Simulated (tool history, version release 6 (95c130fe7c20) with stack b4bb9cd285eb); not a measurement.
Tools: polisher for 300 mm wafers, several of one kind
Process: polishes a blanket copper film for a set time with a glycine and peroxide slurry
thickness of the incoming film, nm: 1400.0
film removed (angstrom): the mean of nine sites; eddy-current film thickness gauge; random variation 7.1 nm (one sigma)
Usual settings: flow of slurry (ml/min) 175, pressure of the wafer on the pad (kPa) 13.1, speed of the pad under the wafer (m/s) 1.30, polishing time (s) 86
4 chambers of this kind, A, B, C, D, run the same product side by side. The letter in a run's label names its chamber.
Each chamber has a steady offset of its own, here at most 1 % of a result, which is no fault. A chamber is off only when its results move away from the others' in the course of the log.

| run | day | flow of slurry (ml/min) | pressure of the wafer on the pad (kPa) | speed of the pad under the wafer (m/s) | polishing time (s) | film removed (angstrom) |
|---|---|---|---|---|---|---|
|  | 0.067 | chamber D: head pressure recalibrated |
|  | 0.154 | chamber A: worn pad replaced by a new one |
| 1B | 0.312 | 175 | 13.1 | 1.30 | 86 | 5017.7 |
|  | 0.725 | chamber D: worn pad replaced by a new one |
| 2C | 0.762 | 175 | 13.1 | 1.30 | 86 | 4981.7 |
|  | 0.925 | chamber B: slurry nozzle cleaned |
| 3D | 1.167 | 175 | 13.1 | 1.30 | 86 | 4770.9 |
| 4A | 1.492 | 175 | 13.1 | 1.30 | 86 | 4863.3 |
| 5A | 1.962 | 175 | 13.1 | 1.30 | 86 | 4948.6 |
| 6B | 2.404 | 175 | 13.1 | 1.30 | 86 | 4833.2 |
| 7C | 2.792 | 175 | 13.1 | 1.30 | 86 | 4917.1 |
| 8D | 3.050 | 175 | 13.1 | 1.30 | 86 | 4763.4 |
| 9B | 3.308 | 175 | 13.1 | 1.30 | 86 | 4961.8 |
| 10C | 3.608 | 175 | 13.1 | 1.30 | 86 | 4893.1 |
| 11D | 4.054 | 175 | 13.1 | 1.30 | 86 | 4885.2 |
|  | 4.433 | chamber B: worn pad replaced by a new one |
| 12A | 4.438 | 175 | 13.1 | 1.30 | 86 | 5001.0 |
| 13A | 4.883 | 175 | 13.1 | 1.30 | 86 | 4801.0 |
| 14D | 5.183 | 175 | 13.1 | 1.30 | 86 | 4847.5 |
| 15B | 5.550 | 175 | 13.1 | 1.44 | 86 | 5334.3 |
|  | 5.583 | chamber C: worn pad replaced by a new one |
| 16C | 5.858 | 175 | 13.1 | 1.44 | 86 | 5379.8 |
|  | 6.129 | chamber D: worn pad replaced by a new one |
| 17C | 6.129 | 175 | 13.1 | 1.44 | 86 | 5266.3 |
| 18D | 6.600 | 175 | 13.1 | 1.44 | 86 | 5304.5 |
|  | 6.621 | chamber A: worn pad replaced by a new one |
| 19B | 6.996 | 175 | 13.1 | 1.30 | 86 | 5012.3 |
| 20A | 7.242 | 175 | 13.1 | 1.30 | 86 | 4861.5 |
| 21B | 7.471 | 175 | 13.1 | 1.30 | 86 | 4975.6 |
| 22D | 7.862 | 175 | 13.1 | 1.30 | 86 | 4846.4 |
|  | 7.962 | chamber A: head pressure recalibrated |
| 23A | 8.150 | 175 | 13.1 | 1.30 | 86 | 4881.6 |
| 24C | 8.621 | 175 | 13.1 | 1.30 | 86 | 4957.2 |
| 25D | 8.988 | 175 | 13.1 | 1.30 | 86 | 4850.4 |
| 26A | 9.362 | 175 | 13.1 | 1.30 | 86 | 4867.3 |
|  | 9.371 | chamber B: worn pad replaced by a new one |
| 27C | 9.654 | 175 | 13.1 | 1.30 | 86 | 4904.8 |
| 28B | 9.892 | 175 | 13.1 | 1.30 | 86 | 4911.8 |
| 29B | 10.125 | 175 | 13.1 | 1.30 | 86 | 4935.1 |
| 30C | 10.554 | 175 | 13.1 | 1.30 | 86 | 4891.2 |
| 31A | 10.942 | 175 | 13.1 | 1.12 | 86 | 4371.2 |
|  | 11.338 | chamber A: slurry nozzle cleaned |
| 32D | 11.408 | 175 | 13.1 | 1.12 | 86 | 4368.1 |
| 33A | 11.892 | 175 | 13.1 | 1.12 | 86 | 4268.1 |

Is one chamber off against the others, does the gauge drift, or is nothing wrong? If a chamber is off, say which, and what the likeliest cause is.

No chamber stands off beyond its own small offset, and the gauge holds steady.

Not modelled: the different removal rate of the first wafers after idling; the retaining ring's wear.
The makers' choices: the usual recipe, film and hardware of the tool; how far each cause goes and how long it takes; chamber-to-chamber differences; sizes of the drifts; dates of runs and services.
